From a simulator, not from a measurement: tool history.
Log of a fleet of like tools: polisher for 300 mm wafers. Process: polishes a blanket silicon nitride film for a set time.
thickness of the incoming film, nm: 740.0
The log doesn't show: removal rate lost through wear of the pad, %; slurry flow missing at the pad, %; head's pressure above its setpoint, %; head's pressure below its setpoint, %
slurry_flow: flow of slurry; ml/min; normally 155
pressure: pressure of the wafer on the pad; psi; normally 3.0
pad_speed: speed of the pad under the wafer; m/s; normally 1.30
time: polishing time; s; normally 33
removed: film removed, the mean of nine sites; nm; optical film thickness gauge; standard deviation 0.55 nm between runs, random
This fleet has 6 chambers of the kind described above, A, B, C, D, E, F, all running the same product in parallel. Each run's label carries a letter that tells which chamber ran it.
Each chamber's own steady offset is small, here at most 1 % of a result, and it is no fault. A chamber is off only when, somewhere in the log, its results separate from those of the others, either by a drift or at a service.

run     day  slurry_flow  pressure  pad_speed  time  wafers polished on this pad  hours since the slurry nozzle was cleaned  hours since the head pressure was calibrated  removed
 1E   0.354          155       3.0       1.30    33                          446                                      344.9                                         314.8   53.527
      0.396  -- chamber D: worn pad replaced by a new one
      0.875  -- chamber C: head pressure recalibrated
 2A   0.875          155       3.0       1.30    33                          851                                      205.2                                          36.9   53.329
      1.112  -- chamber A: worn pad replaced by a new one
 3B   1.338          155       3.0       1.30    33                          779                                       32.2                                          49.5   53.677
      1.596  -- chamber C: worn pad replaced by a new one
 4C   1.758          155       3.0       1.30    33                           48                                      127.8                                          21.3   52.761
      1.829  -- chamber B: worn pad replaced by a new one
 5F   2.058          155       3.0       1.30    33                         1121                                      123.1                                         120.4   53.493
      2.354  -- chamber E: worn pad replaced by a new one
 6D   2.421          155       3.0       1.30    33                          587                                      242.2                                         130.2   52.858
      2.688  -- chamber F: worn pad replaced by a new one
 7C   2.912          155       3.0       1.30    33                          382                                      155.5                                          49.0   53.119
 8D   3.396          155       3.0       1.30    33                          870                                      265.6                                         153.6   52.320
 9A   3.754          155       3.0       1.30    33                          766                                      274.3                                         106.0   53.507
      3.796  -- chamber D: worn pad replaced by a new one
10F   4.162          180       2.1       1.30    33                          428                                      173.6                                         170.9   37.121
      4.358  -- chamber D: slurry nozzle cleaned
11B   4.421          180       2.1       1.30    33                          751                                      106.2                                         123.5   38.059
      4.525  -- chamber A: worn pad replaced by a new one
      4.608  -- chamber B: worn pad replaced by a new one
      4.721  -- chamber A: slurry nozzle cleaned
12E   4.771          180       2.1       1.30    33                          701                                      450.9                                         420.8   38.302
      4.875  -- chamber C: worn pad replaced by a new one
13C   5.175          180       2.1       1.30    33                           88                                      209.8                                         103.3   38.126
14D   5.696          180       2.1       1.30    33                          551                                       32.1                                         208.8   38.107
      6.050  -- chamber E: worn pad replaced by a new one
15B   6.050          180       2.1       1.30    33                          418                                      145.3                                         162.6   38.089
16A   6.350          155       3.0       1.30    33                          529                                       39.2                                         168.3   53.149
17F   6.833          155       3.0       1.30    33                         1202                                      237.7                                         235.0   53.550
      6.938  -- chamber D: worn pad replaced by a new one
18E   7.325          155       3.0       1.30    33                          369                                      512.2                                         482.1   52.900
      7.458  -- chamber F: worn pad replaced by a new one
      7.462  -- chamber B: worn pad replaced by a new one
19C   7.779          155       3.0       1.02    33                          842                                      272.3                                         165.8   43.359
      7.983  -- chamber A: worn pad replaced by a new one
20A   8.088          155       3.0       1.02    33                           31                                       80.9                                         210.0   44.194
      8.096  -- chamber C: worn pad replaced by a new one
21D   8.362          155       3.0       1.02    33                          413                                       96.1                                         272.8   42.731
      8.533  -- chamber E: slurry nozzle cleaned
22E   8.896          155       3.0       1.02    33                          825                                        8.7                                         519.8   43.860
23F   9.200          155       3.0       1.02    33                          505                                      294.5                                         291.8   44.727
      9.483  -- chamber E: worn pad replaced by a new one
24B   9.683          155       3.0       1.02    33                          644                                      232.5                                         249.8   43.813
      9.812  -- chamber D: worn pad replaced by a new one
25E  10.112          155       3.0       1.30    33                          183                                       37.9                                         549.0   54.055
     10.425  -- chamber B: worn pad replaced by a new one
26A  10.446          110       2.2       1.30    33                          714                                      137.5                                         266.6   36.631
     10.725  -- chamber A: worn pad replaced by a new one
27F  10.829          110       2.2       1.30    33                          977                                      333.6                                         330.9   36.438
     10.862  -- chamber C: worn pad replaced by a new one
28B  11.250          110       2.2       1.30    33                          240                                      270.1                                         287.4   36.789
29C  11.683          110       2.2       1.30    33                          239                                      366.0                                         259.5   35.761
30D  12.108          110       2.2       1.30    33                          665                                      186.0                                         362.7   35.506
31E  12.408          110       2.2       1.30    33                          848                                       93.0                                         604.1   36.142
     12.746  -- chamber F: worn pad replaced by a new one
32D  12.767          155       3.0       1.30    33                          856                                      201.8                                         378.5   52.339
     13.050  -- chamber B: worn pad replaced by a new one
33B  13.067          155       3.0       1.30    33                            5                                      313.7                                         331.0   53.549
     13.329  -- chamber D: worn pad replaced by a new one
     13.417  -- chamber A: worn pad replaced by a new one
34C  13.571          185       3.3       1.30    33                          786                                      411.3                                         304.8   58.943
35F  13.842          185       3.3       1.30    33                          317                                      405.9                                         403.2   60.031
     14.008  -- chamber D: slurry nozzle cleaned
     14.104  -- chamber D: head pressure recalibrated
     14.317  -- chamber C: worn pad replaced by a new one
36A  14.396          185       3.3       1.30    33                          284                                      232.3                                         361.4   60.852
37C  14.746          185       3.3       1.30    33                          125                                      439.5                                         333.0   60.512
38D  15.075          185       3.3       1.30    33                          507                                       25.6                                          23.3   59.872

Has any chamber moved away from the others, gradually or after a service, or does the common gauge drift, or do the chambers differ only by their own small steady offsets? State the chamber and the most likely cause if one applies.

The fleet is healthy, with each chamber sitting at its usual small offset and no drift in the gauge.

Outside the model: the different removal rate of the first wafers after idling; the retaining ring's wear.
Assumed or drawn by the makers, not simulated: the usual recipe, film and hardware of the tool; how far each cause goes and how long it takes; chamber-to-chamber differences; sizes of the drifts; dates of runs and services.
